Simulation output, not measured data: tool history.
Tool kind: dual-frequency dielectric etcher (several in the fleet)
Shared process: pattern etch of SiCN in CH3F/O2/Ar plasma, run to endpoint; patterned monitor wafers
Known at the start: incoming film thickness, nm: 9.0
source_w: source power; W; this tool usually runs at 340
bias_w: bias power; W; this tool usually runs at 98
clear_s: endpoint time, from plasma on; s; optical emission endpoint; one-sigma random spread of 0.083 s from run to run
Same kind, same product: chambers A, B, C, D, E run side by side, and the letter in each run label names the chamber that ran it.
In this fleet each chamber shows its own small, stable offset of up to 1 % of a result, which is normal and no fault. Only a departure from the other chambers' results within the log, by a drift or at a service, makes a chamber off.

run 1E hour=8.8 | source_w=340 bias_w=98 | clear_s=22.747
run 2C hour=17.5 | source_w=340 bias_w=98 | clear_s=22.711
run 3B hour=25.2 | source_w=340 bias_w=98 | clear_s=22.774
run 4D hour=31.6 | source_w=340 bias_w=98 | clear_s=22.617
run 5A hour=38.8 | source_w=340 bias_w=98 | clear_s=22.798
run 6D hour=46.1 | source_w=340 bias_w=98 | clear_s=22.374
run 7E hour=51 | source_w=340 bias_w=98 | clear_s=22.6
run 8B hour=55.8 | source_w=340 bias_w=98 | clear_s=22.88
run 9A hour=64 | source_w=340 bias_w=98 | clear_s=22.996
run 10C hour=71.7 | source_w=340 bias_w=98 | clear_s=22.725
run 11E hour=78.1 | source_w=340 bias_w=98 | clear_s=22.587
run 12C hour=84.4 | source_w=260 bias_w=116 | clear_s=23.31
-- hour=86 chamber B: wet clean of the chamber
run 13A hour=91.6 | source_w=260 bias_w=116 | clear_s=23.588
run 14D hour=102.2 | source_w=260 bias_w=116 | clear_s=23.361
run 15B hour=108 | source_w=260 bias_w=116 | clear_s=22.747
-- hour=110.4 chamber E: wet clean of the chamber
run 16D hour=115.5 | source_w=260 bias_w=116 | clear_s=23.29
run 17A hour=125.8 | source_w=340 bias_w=82 | clear_s=24.264
run 18C hour=135 | source_w=340 bias_w=82 | clear_s=24.36
run 19B hour=140.8 | source_w=340 bias_w=82 | clear_s=23.584
-- hour=145.5 chamber A: wet clean of the chamber
run 20E hour=150.2 | source_w=340 bias_w=82 | clear_s=24.177
run 21D hour=160.1 | source_w=340 bias_w=82 | clear_s=23.983
run 22E hour=165.5 | source_w=340 bias_w=98 | clear_s=22.512
run 23C hour=171.1 | source_w=340 bias_w=98 | clear_s=22.664
run 24B hour=179.6 | source_w=340 bias_w=98 | clear_s=21.939
run 25A hour=186.6 | source_w=340 bias_w=98 | clear_s=23
run 26B hour=194 | source_w=340 bias_w=98 | clear_s=22.138
run 27C hour=202.3 | source_w=340 bias_w=98 | clear_s=22.758
run 28D hour=208.6 | source_w=340 bias_w=98 | clear_s=22.431
run 29A hour=217.5 | source_w=340 bias_w=98 | clear_s=22.859
run 30E hour=227 | source_w=340 bias_w=98 | clear_s=22.655

All chambers now run identical settings, listed one chamber a line with results as question marks. What results will each chamber show?
run 31A hour=234.7 | source_w=340 bias_w=84 | clear_s=?
run 31B hour=234.7 | source_w=340 bias_w=84 | clear_s=?
run 31C hour=234.7 | source_w=340 bias_w=84 | clear_s=?
run 31D hour=234.7 | source_w=340 bias_w=84 | clear_s=?
run 31E hour=234.7 | source_w=340 bias_w=84 | clear_s=?

run=31A clear_s=24.21
run=31B clear_s=23.316
run=31C clear_s=24.217
run=31D clear_s=23.761
run=31E clear_s=24.041
